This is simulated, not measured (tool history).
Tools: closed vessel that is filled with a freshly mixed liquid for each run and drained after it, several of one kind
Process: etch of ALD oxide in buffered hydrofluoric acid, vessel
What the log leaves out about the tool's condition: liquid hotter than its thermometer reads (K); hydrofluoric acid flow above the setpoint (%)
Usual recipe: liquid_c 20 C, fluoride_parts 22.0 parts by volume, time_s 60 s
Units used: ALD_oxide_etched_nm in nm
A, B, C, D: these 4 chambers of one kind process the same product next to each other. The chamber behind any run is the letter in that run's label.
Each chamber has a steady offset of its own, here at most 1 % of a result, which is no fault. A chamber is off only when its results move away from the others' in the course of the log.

| run | day | liquid_c | fluoride_parts | time_s | hours since the thermometer was replaced | hours since the hydrofluoric acid flow meter was replaced | read-back film thickness of the ALD oxide reference wafer, read on the same gauge (nm) | ALD_oxide_etched_nm |
|---|---|---|---|---|---|---|---|---|
| 1A | 0.308 | 20 | 22.0 | 60 | 761.1 | 245.8 | 130.00 | 33.931 |
| 2D | 0.792 | 20 | 22.0 | 60 | 965.2 | 1705.4 | 130.04 | 33.966 |
| 3C | 1.075 | 20 | 22.0 | 60 | 387.7 | 270.6 | 129.98 | 34.411 |
| 4B | 1.367 | 20 | 22.0 | 60 | 1191.4 | 704.9 | 130.02 | 34.050 |
| 5B | 1.762 | 20 | 22.0 | 60 | 1200.9 | 714.4 | 130.01 | 34.227 |
| 6D | 2.129 | 20 | 22.0 | 60 | 997.3 | 1737.5 | 130.01 | 34.194 |
| 7A | 2.383 | 20 | 22.0 | 60 | 810.9 | 295.6 | 129.99 | 34.428 |
| 8C | 2.621 | 20 | 22.0 | 60 | 424.8 | 307.7 | 130.02 | 34.373 |
| 9B | 2.950 | 20 | 22.0 | 60 | 1229.4 | 742.9 | 130.00 | 34.014 |
| 10D | 3.358 | 20 | 22.0 | 60 | 1026.8 | 1767.0 | 129.98 | 33.749 |
| 11A | 3.679 | 20 | 22.0 | 60 | 842.0 | 326.7 | 129.98 | 33.717 |
| 12C | 4.158 | 20 | 22.0 | 60 | 461.7 | 344.6 | 130.03 | 35.034 |
| 13D | 4.517 | 20 | 22.0 | 60 | 1054.6 | 1794.8 | 130.00 | 33.681 |
| 14B | 4.738 | 20 | 22.0 | 60 | 1272.3 | 785.8 | 130.03 | 34.323 |
| 15C | 5.062 | 20 | 22.0 | 60 | 483.4 | 366.3 | 130.00 | 34.666 |
| 16A | 5.362 | 20 | 22.0 | 60 | 882.4 | 367.1 | 130.00 | 34.123 |
| 17C | 5.821 | 20 | 22.0 | 60 | 501.6 | 384.5 | 130.05 | 34.886 |
| 18D | 6.067 | 20 | 22.0 | 60 | 1091.8 | 1832.0 | 130.00 | 33.725 |
| 19A | 6.404 | 20 | 22.0 | 60 | 907.4 | 392.1 | 130.02 | 33.950 |
| 20B | 6.879 | 20 | 22.0 | 40 | 1323.7 | 837.2 | 129.95 | 22.788 |
| 21C | 7.125 | 20 | 22.0 | 40 | 532.9 | 415.8 | 130.00 | 23.362 |
| 22A | 7.521 | 20 | 22.0 | 40 | 934.2 | 418.9 | 130.01 | 22.921 |
| 23D | 7.850 | 20 | 22.0 | 40 | 1134.6 | 1874.8 | 129.99 | 23.198 |
| 24B | 8.275 | 20 | 22.0 | 60 | 1357.2 | 870.7 | 129.99 | 34.653 |
| 25D | 8.633 | 20 | 22.0 | 60 | 1153.4 | 1893.6 | 130.00 | 33.752 |
| 26C | 9.046 | 20 | 22.0 | 60 | 579.0 | 461.9 | 129.98 | 35.461 |
| 27A | 9.475 | 20 | 22.0 | 60 | 981.1 | 465.8 | 129.97 | 34.359 |
| 28B | 9.796 | 17 | 22.0 | 60 | 1393.7 | 907.2 | 129.98 | 29.418 |
| 29C | 10.154 | 17 | 22.0 | 60 | 605.6 | 488.5 | 130.00 | 30.322 |
| 30B | 10.433 | 17 | 22.0 | 60 | 1409.0 | 922.5 | 130.05 | 29.337 |
| 31A | 10.738 | 17 | 22.0 | 60 | 1011.4 | 496.1 | 130.05 | 28.153 |
| 32D | 11.183 | 20 | 22.0 | 60 | 1214.6 | 1954.8 | 130.00 | 33.914 |
| 33D | 11.579 | 20 | 22.0 | 60 | 1224.1 | 1964.3 | 130.00 | 34.073 |
| 34A | 11.921 | 20 | 17.5 | 95 | 1039.8 | 524.5 | 129.98 | 67.014 |
| 35C | 12.300 | 20 | 17.5 | 95 | 657.1 | 540.0 | 130.03 | 70.273 |
| 36B | 12.721 | 20 | 17.5 | 95 | 1463.9 | 977.4 | 129.98 | 66.263 |
| 37D | 13.138 | 20 | 17.5 | 95 | 1261.5 | 2001.7 | 129.97 | 66.330 |
| 38B | 13.458 | 20 | 22.0 | 60 | 1481.6 | 995.1 | 130.00 | 34.383 |
| 39C | 13.812 | 20 | 22.0 | 60 | 693.4 | 576.3 | 130.00 | 36.541 |
| 40A | 14.175 | 20 | 22.0 | 60 | 1093.9 | 578.6 | 130.00 | 33.686 |
| 41B | 14.425 | 20 | 22.0 | 60 | 1504.8 | 1018.3 | 130.04 | 34.328 |
| 42C | 14.808 | 20 | 22.0 | 60 | 717.3 | 600.2 | 129.97 | 36.534 |
| 43A | 15.092 | 20 | 22.0 | 60 | 1115.9 | 600.6 | 129.97 | 34.029 |

The same settings go to every chamber for the next run, one line per chamber below. Forecast the results for each:
| 44A | 15.442 | 20 | 22.0 | 75 |  |  |  | ? |
| 44B | 15.442 | 20 | 22.0 | 75 |  |  |  | ? |
| 44C | 15.442 | 20 | 22.0 | 75 |  |  |  | ? |
| 44D | 15.442 | 20 | 22.0 | 75 |  |  |  | ? |

| run | ALD_oxide_etched_nm |
|---|---|
| 44A | 42.713 |
| 44B | 43.800 |
| 44C | 46.489 |
| 44D | 43.116 |

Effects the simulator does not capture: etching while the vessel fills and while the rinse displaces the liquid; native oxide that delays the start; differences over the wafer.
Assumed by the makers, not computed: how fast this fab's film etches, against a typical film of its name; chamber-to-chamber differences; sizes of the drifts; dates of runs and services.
